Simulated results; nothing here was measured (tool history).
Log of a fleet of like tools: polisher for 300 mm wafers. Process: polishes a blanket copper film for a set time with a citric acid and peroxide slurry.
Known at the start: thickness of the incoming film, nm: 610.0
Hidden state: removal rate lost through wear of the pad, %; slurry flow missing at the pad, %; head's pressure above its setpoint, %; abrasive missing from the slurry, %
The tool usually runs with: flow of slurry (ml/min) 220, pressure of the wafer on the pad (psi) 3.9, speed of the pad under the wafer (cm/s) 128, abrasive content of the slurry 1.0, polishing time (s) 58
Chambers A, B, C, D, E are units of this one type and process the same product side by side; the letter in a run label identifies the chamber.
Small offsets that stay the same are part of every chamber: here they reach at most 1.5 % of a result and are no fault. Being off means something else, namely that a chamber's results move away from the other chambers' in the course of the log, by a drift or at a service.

run,hour,flow of slurry (ml/min),pressure of the wafer on the pad (psi),speed of the pad under the wafer (cm/s),abrasive content of the slurry,polishing time (s),wafers polished on this pad,hours since the slurry nozzle was cleaned,hours since the head pressure was calibrated,hours since the slurry blender was calibrated,film removed (nm)
# hour 1.5: chamber E: worn pad replaced by a new one
1B,2.1,220,3.9,128,1.0,58,124,254.1,27.5,36.9,197.70
2D,4.6,220,3.9,128,1.0,58,190,172.8,713.0,275.6,196.51
3E,7.7,220,3.9,128,1.0,58,59,274.4,691.7,200.1,197.63
4A,11.6,220,3.9,128,1.0,58,419,615.9,665.1,197.1,198.73
5C,13.5,220,3.9,128,1.0,58,196,166.3,209.1,37.2,197.52
6D,15.7,280,5.0,128,1.0,58,297,183.9,724.1,286.7,256.36
7C,18.6,280,5.0,128,1.0,58,245,171.4,214.2,42.3,258.81
# hour 20.2: chamber A: slurry blender recalibrated
# hour 20.3: chamber A: slurry nozzle cleaned
8A,21.5,280,5.0,128,1.0,58,514,1.3,675.0,1.3,264.40
9B,23.4,280,5.0,128,1.0,58,329,275.4,48.8,58.2,259.23
10E,25.7,280,5.0,128,1.0,58,232,292.4,709.7,218.1,260.60
11B,29.0,220,3.9,128,1.0,58,382,281.0,54.4,63.8,197.86
12D,31.2,220,3.9,128,1.0,58,446,199.4,739.6,302.2,194.86
13C,34.3,220,3.9,128,1.0,58,395,187.1,229.9,58.0,196.53
# hour 36.8: chamber B: slurry nozzle cleaned
14E,36.8,190,3.9,128,1.0,58,338,303.5,720.8,229.2,191.48
15A,39.1,190,3.9,128,1.0,58,683,18.9,692.6,18.9,193.92
16A,43.0,190,3.9,128,1.0,58,720,22.8,696.5,22.8,197.66
17C,46.3,190,3.9,128,1.0,58,511,199.1,241.9,70.0,194.33
# hour 49.1: chamber D: slurry nozzle cleaned
18D,49.5,190,3.9,128,1.0,58,621,0.5,757.9,320.5,197.29
19B,53.1,220,3.9,128,1.0,58,614,16.4,78.5,87.9,196.62
20E,55.6,220,3.9,128,1.0,58,519,322.3,739.6,248.0,198.51
21A,58.3,220,3.9,128,1.0,58,867,38.1,711.8,38.1,197.18
22B,60.7,220,3.9,128,1.0,46,687,24.0,86.1,95.5,152.65
23E,63.7,220,3.9,128,1.0,46,596,330.4,747.7,256.1,159.33
# hour 64.2: chamber D: slurry blender recalibrated
# hour 64.7: chamber D: worn pad replaced by a new one
24D,67.8,220,3.9,128,1.0,46,30,18.8,776.2,3.7,156.47
# hour 69.3: chamber B: worn pad replaced by a new one
# hour 70.6: chamber E: worn pad replaced by a new one
25C,71.0,220,3.9,128,1.0,46,748,223.8,266.6,94.7,161.40
26E,74.0,220,3.9,128,1.0,46,33,340.7,758.0,266.4,156.36
27D,76.0,220,3.9,128,1.0,58,109,27.0,784.4,11.9,196.53
28B,79.5,220,3.9,128,1.0,58,98,42.8,104.9,114.3,191.20
29A,81.7,220,3.9,128,1.0,58,1092,61.5,735.2,61.5,200.82
30C,83.7,220,3.9,128,1.0,58,870,236.5,279.3,107.4,198.84
31C,87.8,220,3.9,128,1.0,58,909,240.6,283.4,111.5,194.39
32B,91.2,220,3.9,128,1.0,58,210,54.5,116.6,126.0,187.25
33A,94.4,220,5.0,128,1.1,58,1214,74.2,747.9,74.2,264.80
34D,98.1,220,5.0,128,1.1,58,321,49.1,806.5,34.0,262.04
35E,101.3,220,5.0,128,1.1,58,295,368.0,785.3,293.7,256.66
# hour 103.4: chamber E: slurry blender recalibrated
36C,103.6,220,5.0,128,1.1,58,1061,256.4,299.2,127.3,261.09
37D,107.6,220,5.0,128,1.1,58,412,58.6,816.0,43.5,255.81
38B,110.6,220,3.9,128,1.0,58,397,73.9,136.0,145.4,185.21
39E,114.4,220,3.9,152,1.0,42,421,381.1,798.4,11.0,166.16

Next, all 5 chambers run the settings below, one line each with question marks for the results. What does each chamber give?
40A,117.4,220,3.9,108,1.0,58,,,,,?
40B,117.4,220,3.9,108,1.0,58,,,,,?
40C,117.4,220,3.9,108,1.0,58,,,,,?
40D,117.4,220,3.9,108,1.0,58,,,,,?
40E,117.4,220,3.9,108,1.0,58,,,,,?

run,film removed (nm)
40A,169.26
40B,154.94
40C,169.39
40D,167.33
40E,167.69
